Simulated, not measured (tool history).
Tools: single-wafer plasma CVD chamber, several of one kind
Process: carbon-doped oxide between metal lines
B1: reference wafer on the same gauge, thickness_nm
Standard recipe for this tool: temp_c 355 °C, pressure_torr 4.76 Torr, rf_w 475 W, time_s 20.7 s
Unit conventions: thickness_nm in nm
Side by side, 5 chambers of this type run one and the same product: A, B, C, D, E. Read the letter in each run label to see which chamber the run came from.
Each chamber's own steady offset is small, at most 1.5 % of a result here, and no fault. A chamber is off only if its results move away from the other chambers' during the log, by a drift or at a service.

Run 1D, hour 9.0: usual settings; B1 112.92. Result: thickness_nm 99.728 nm.
Run 2C, hour 18.3: usual settings; B1 113.09. Result: thickness_nm 99.879 nm.
At hour 22.5: chamber C: RF generator calibrated.
Run 3A, hour 25.7: usual settings; B1 113.06. Result: thickness_nm 100.370 nm.
Run 4E, hour 30.5: usual settings; B1 112.98. Result: thickness_nm 100.370 nm.
Run 5B, hour 37.2: usual settings but rf_w 440 W; B1 113.03. Result: thickness_nm 96.755 nm.
Run 6A, hour 44.4: usual settings but rf_w 440 W; B1 113.00. Result: thickness_nm 95.419 nm.
Run 7E, hour 53.3: usual settings but rf_w 440 W; B1 112.98. Result: thickness_nm 94.993 nm.
Run 8C, hour 64.1: usual settings but rf_w 440 W; B1 112.96. Result: thickness_nm 95.450 nm.
Run 9B, hour 72.3: usual settings but rf_w 440 W; B1 112.96. Result: thickness_nm 96.806 nm.
Run 10D, hour 78.3: usual settings; B1 113.00. Result: thickness_nm 99.760 nm.
Run 11B, hour 85.9: usual settings; B1 112.99. Result: thickness_nm 101.670 nm.
Run 12E, hour 93.5: usual settings; B1 113.00. Result: thickness_nm 100.250 nm.
Run 13C, hour 100.8: usual settings but rf_w 395 W; B1 113.01. Result: thickness_nm 88.187 nm.
Run 14A, hour 106.9: usual settings but rf_w 395 W; B1 112.97. Result: thickness_nm 88.096 nm.
Run 15D, hour 115.0: usual settings but rf_w 395 W; B1 112.95. Result: thickness_nm 86.477 nm.
Run 16A, hour 123.8: usual settings but rf_w 395 W; B1 113.03. Result: thickness_nm 88.168 nm.
Run 17C, hour 130.7: usual settings but rf_w 395 W; B1 113.01. Result: thickness_nm 87.939 nm.
Run 18E, hour 138.6: usual settings; B1 113.00. Result: thickness_nm 100.050 nm.
Run 19D, hour 144.9: usual settings; B1 112.99. Result: thickness_nm 99.537 nm.
Run 20B, hour 150.8: usual settings; B1 113.00. Result: thickness_nm 101.620 nm.
Run 21D, hour 159.6: usual settings; B1 112.96. Result: thickness_nm 98.768 nm.
Run 22A, hour 167.7: usual settings; B1 112.98. Result: thickness_nm 100.700 nm.
Run 23E, hour 174.6: usual settings; B1 113.04. Result: thickness_nm 100.160 nm.
Run 24B, hour 182.4: usual settings; B1 113.02. Result: thickness_nm 102.150 nm.
Run 25C, hour 190.5: usual settings; B1 112.96. Result: thickness_nm 100.430 nm.
Run 26E, hour 200.0: usual settings but rf_w 380 W; B1 112.98. Result: thickness_nm 85.197 nm.
Run 27D, hour 210.5: usual settings but rf_w 380 W; B1 113.04. Result: thickness_nm 83.687 nm.
Run 28B, hour 218.1: usual settings but rf_w 380 W; B1 113.01. Result: thickness_nm 86.896 nm.
Run 29A, hour 224.5: usual settings but rf_w 380 W; B1 112.94. Result: thickness_nm 85.619 nm.
Run 30C, hour 235.0: usual settings but rf_w 380 W; B1 113.02. Result: thickness_nm 86.079 nm.
Run 31E, hour 240.6: usual settings; B1 112.93. Result: thickness_nm 100.040 nm.
Run 32A, hour 249.1: usual settings; B1 113.06. Result: thickness_nm 100.880 nm.
Run 33B, hour 255.1: usual settings; B1 112.98. Result: thickness_nm 101.610 nm.
Run 34C, hour 264.5: usual settings; B1 113.00. Result: thickness_nm 99.982 nm.
Run 35D, hour 272.1: usual settings; B1 113.02. Result: thickness_nm 98.239 nm.
Run 36A, hour 277.4: usual settings; B1 113.02. Result: thickness_nm 100.480 nm.
Run 37E, hour 288.1: usual settings; B1 112.94. Result: thickness_nm 100.420 nm.
Run 38C, hour 297.2: usual settings; B1 113.08. Result: thickness_nm 100.180 nm.
Run 39D, hour 302.7: usual settings; B1 112.97. Result: thickness_nm 97.662 nm.
Run 40B, hour 310.1: usual settings; B1 112.96. Result: thickness_nm 101.360 nm.

Is one chamber off against the others, does the gauge drift, or is nothing wrong? If a chamber is off, say which, and what the likeliest cause is.

Chamber D drifts away from the others.
Cause: delivered RF power below the setpoint (%) = 3.1.

Below are 4 candidate recipes for chamber D's next run, each the usual settings with a change, their results shown as question marks. Which of them brings D's results back in line with what the other chambers give on the usual settings?
A result is in line if it is within this distance of the other chambers' mean on the usual settings: thickness_nm 0.820 nm
Run 41D-1, hour 317.9: usual settings but time_s 21.3 s. Result: thickness_nm ?.
Run 41D-2, hour 317.9: usual settings but temp_c 356 °C, pressure_torr 4.72 Torr, rf_w 465 W, time_s 20.0 s. Result: thickness_nm ?.
Run 41D-3, hour 317.9: usual settings but temp_c 366 °C. Result: thickness_nm ?.
Run 41D-4, hour 317.9: usual settings but temp_c 354 °C, time_s 21.8 s. Result: thickness_nm ?.

On the usual settings, the other chambers give on average: thickness_nm 100.730 nm
  run  thickness_nm
41D-1       100.670
41D-2        92.855
41D-3        95.174
41D-4       103.270
41D-1 brings the chamber back in line.
